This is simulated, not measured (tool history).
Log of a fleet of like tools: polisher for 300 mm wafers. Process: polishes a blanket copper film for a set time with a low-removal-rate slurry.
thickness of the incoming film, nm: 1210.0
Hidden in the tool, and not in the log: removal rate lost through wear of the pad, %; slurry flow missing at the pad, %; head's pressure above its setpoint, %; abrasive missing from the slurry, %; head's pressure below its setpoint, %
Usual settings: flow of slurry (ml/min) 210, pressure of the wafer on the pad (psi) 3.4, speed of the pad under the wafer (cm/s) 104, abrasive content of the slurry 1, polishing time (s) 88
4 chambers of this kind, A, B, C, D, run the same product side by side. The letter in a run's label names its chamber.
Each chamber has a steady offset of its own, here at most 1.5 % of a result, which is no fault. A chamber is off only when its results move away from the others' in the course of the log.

| run | hour | flow of slurry (ml/min) | pressure of the wafer on the pad (psi) | speed of the pad under the wafer (cm/s) | abrasive content of the slurry | polishing time (s) | wafers polished on this pad | hours since the slurry nozzle was cleaned | hours since the head pressure was calibrated | hours since the slurry blender was calibrated | film removed (angstrom) |
|---|---|---|---|---|---|---|---|---|---|---|---|
|  | 6.9 | chamber A: worn pad replaced by a new one |
| 1A | 10.4 | 210 | 3.4 | 104 | 1 | 88 | 43 | 219.6 | 53.6 | 187.4 | 2811.7 |
|  | 13.1 | chamber A: slurry blender recalibrated |
| 2D | 17.1 | 210 | 3.4 | 104 | 1 | 88 | 613 | 170.5 | 569.9 | 215.7 | 2743.2 |
|  | 19.7 | chamber A: slurry nozzle cleaned |
| 3B | 29.2 | 210 | 3.4 | 104 | 1 | 88 | 663 | 90.4 | 419.3 | 123.1 | 2767.3 |
| 4C | 38.9 | 210 | 3.4 | 104 | 1 | 88 | 501 | 51.6 | 606.8 | 344.2 | 2838.6 |
| 5A | 47.8 | 210 | 3.4 | 104 | 1 | 88 | 507 | 28.1 | 91.0 | 34.8 | 2763.8 |
| 6C | 55.2 | 210 | 3.4 | 104 | 1 | 88 | 704 | 67.9 | 623.1 | 360.5 | 2744.9 |
|  | 61.8 | chamber D: worn pad replaced by a new one |
| 7B | 69.3 | 210 | 3.4 | 104 | 1 | 88 | 1160 | 130.5 | 459.4 | 163.2 | 2757.1 |
|  | 73.9 | chamber A: worn pad replaced by a new one |
|  | 76.4 | chamber C: worn pad replaced by a new one |
| 8D | 79.5 | 210 | 3.4 | 104 | 1 | 88 | 219 | 232.9 | 632.3 | 278.1 | 2725.7 |
| 9B | 88.5 | 210 | 3.4 | 104 | 1 | 88 | 1398 | 149.7 | 478.6 | 182.4 | 2693.5 |
| 10C | 96.4 | 210 | 3.4 | 104 | 1 | 88 | 248 | 109.1 | 664.3 | 401.7 | 2774.0 |
| 11D | 103.9 | 210 | 3.4 | 104 | 1 | 88 | 522 | 257.3 | 656.7 | 302.5 | 2734.7 |
|  | 112.0 | chamber D: slurry blender recalibrated |
|  | 113.0 | chamber C: slurry blender recalibrated |
| 12A | 117.7 | 210 | 3.4 | 104 | 1 | 88 | 543 | 98.0 | 160.9 | 104.7 | 2786.4 |
| 13C | 130.8 | 210 | 3.4 | 104 | 1 | 88 | 675 | 143.5 | 698.7 | 17.8 | 2798.7 |
| 14D | 141.9 | 210 | 3.4 | 104 | 1 | 88 | 993 | 295.3 | 694.7 | 30.0 | 2723.1 |
|  | 143.0 | chamber B: head pressure recalibrated |
|  | 146.1 | chamber C: worn pad replaced by a new one |
| 15B | 148.9 | 210 | 3.4 | 104 | 1 | 88 | 2146 | 210.1 | 5.9 | 242.8 | 2667.2 |
|  | 159.0 | chamber A: worn pad replaced by a new one |
| 16A | 164.0 | 210 | 3.4 | 104 | 1 | 88 | 62 | 144.3 | 207.2 | 151.0 | 2807.7 |
|  | 168.2 | chamber D: worn pad replaced by a new one |
|  | 169.7 | chamber B: slurry nozzle cleaned |
| 17C | 175.7 | 210 | 3.4 | 104 | 1 | 88 | 367 | 188.4 | 743.6 | 62.7 | 2788.6 |
|  | 179.5 | chamber B: slurry blender recalibrated |
| 18B | 191.1 | 210 | 3.4 | 104 | 1 | 88 | 2670 | 21.4 | 48.1 | 11.7 | 2635.4 |
| 19A | 202.6 | 250 | 2.9 | 104 | 1 | 88 | 540 | 182.9 | 245.8 | 189.6 | 2442.2 |
|  | 208.8 | chamber A: slurry blender recalibrated |
| 20D | 213.0 | 250 | 2.9 | 104 | 1 | 88 | 555 | 366.4 | 765.8 | 101.1 | 2345.7 |
| 21D | 221.6 | 250 | 2.9 | 104 | 1 | 88 | 662 | 375.0 | 774.4 | 109.7 | 2397.8 |
|  | 222.7 | chamber C: worn pad replaced by a new one |
| 22A | 230.2 | 250 | 2.9 | 104 | 1 | 88 | 882 | 210.5 | 273.4 | 21.5 | 2408.4 |
| 23C | 240.0 | 210 | 3.4 | 122 | 1 | 88 | 214 | 252.7 | 807.9 | 127.0 | 3291.7 |
|  | 244.3 | chamber A: slurry nozzle cleaned |
|  | 245.9 | chamber A: worn pad replaced by a new one |
|  | 250.0 | chamber D: worn pad replaced by a new one |
|  | 252.3 | chamber D: head pressure recalibrated |
| 24B | 252.9 | 210 | 3.4 | 122 | 1 | 88 | 3436 | 83.2 | 109.9 | 73.5 | 3079.2 |
| 25C | 259.7 | 210 | 3.4 | 122 | 1 | 88 | 458 | 272.4 | 827.6 | 146.7 | 3268.4 |
| 26B | 268.3 | 210 | 3.4 | 122 | 1 | 88 | 3627 | 98.6 | 125.3 | 88.9 | 3073.1 |
| 27A | 277.6 | 210 | 3.4 | 104 | 1 | 88 | 393 | 33.4 | 320.8 | 68.9 | 2780.3 |
|  | 290.1 | chamber C: worn pad replaced by a new one |
| 28D | 292.7 | 210 | 3.4 | 104 | 1 | 88 | 530 | 446.1 | 40.4 | 180.8 | 2733.3 |
| 29B | 304.6 | 210 | 3.4 | 104 | 1 | 88 | 4076 | 134.9 | 161.6 | 125.2 | 2569.2 |
|  | 318.4 | chamber A: worn pad replaced by a new one |
| 30A | 319.6 | 210 | 3.4 | 104 | 1 | 88 | 15 | 75.4 | 362.8 | 110.9 | 2815.3 |
| 31C | 332.4 | 210 | 3.4 | 104 | 1 | 88 | 524 | 345.1 | 900.3 | 219.4 | 2774.1 |
|  | 336.6 | chamber A: head pressure recalibrated |
|  | 340.3 | chamber D: worn pad replaced by a new one |
| 32D | 343.8 | 210 | 3.4 | 104 | 1 | 88 | 43 | 497.2 | 91.5 | 231.9 | 2720.8 |
| 33C | 357.6 | 210 | 3.4 | 104 | 1 | 88 | 837 | 370.3 | 925.5 | 244.6 | 2765.2 |
|  | 364.4 | chamber B: slurry nozzle cleaned |
| 34A | 369.3 | 210 | 3.4 | 92 | 1 | 111 | 631 | 125.1 | 32.8 | 160.6 | 3110.9 |
| 35B | 376.9 | 210 | 3.4 | 92 | 1 | 111 | 4973 | 12.5 | 233.9 | 197.5 | 2705.3 |
| 36D | 386.9 | 210 | 3.4 | 92 | 1 | 111 | 577 | 540.3 | 134.6 | 275.0 | 3020.4 |

Next, every chamber runs the same settings. What will each give?
| 37A | 398.0 | 210 | 3.4 | 104 | 1 | 115 |  |  |  |  | ? |
| 37B | 398.0 | 210 | 3.4 | 104 | 1 | 115 |  |  |  |  | ? |
| 37C | 398.0 | 210 | 3.4 | 104 | 1 | 115 |  |  |  |  | ? |
| 37D | 398.0 | 210 | 3.4 | 104 | 1 | 115 |  |  |  |  | ? |

| run | film removed (angstrom) |
|---|---|
| 37A | 3619.3 |
| 37B | 3130.6 |
| 37C | 3654.4 |
| 37D | 3585.9 |
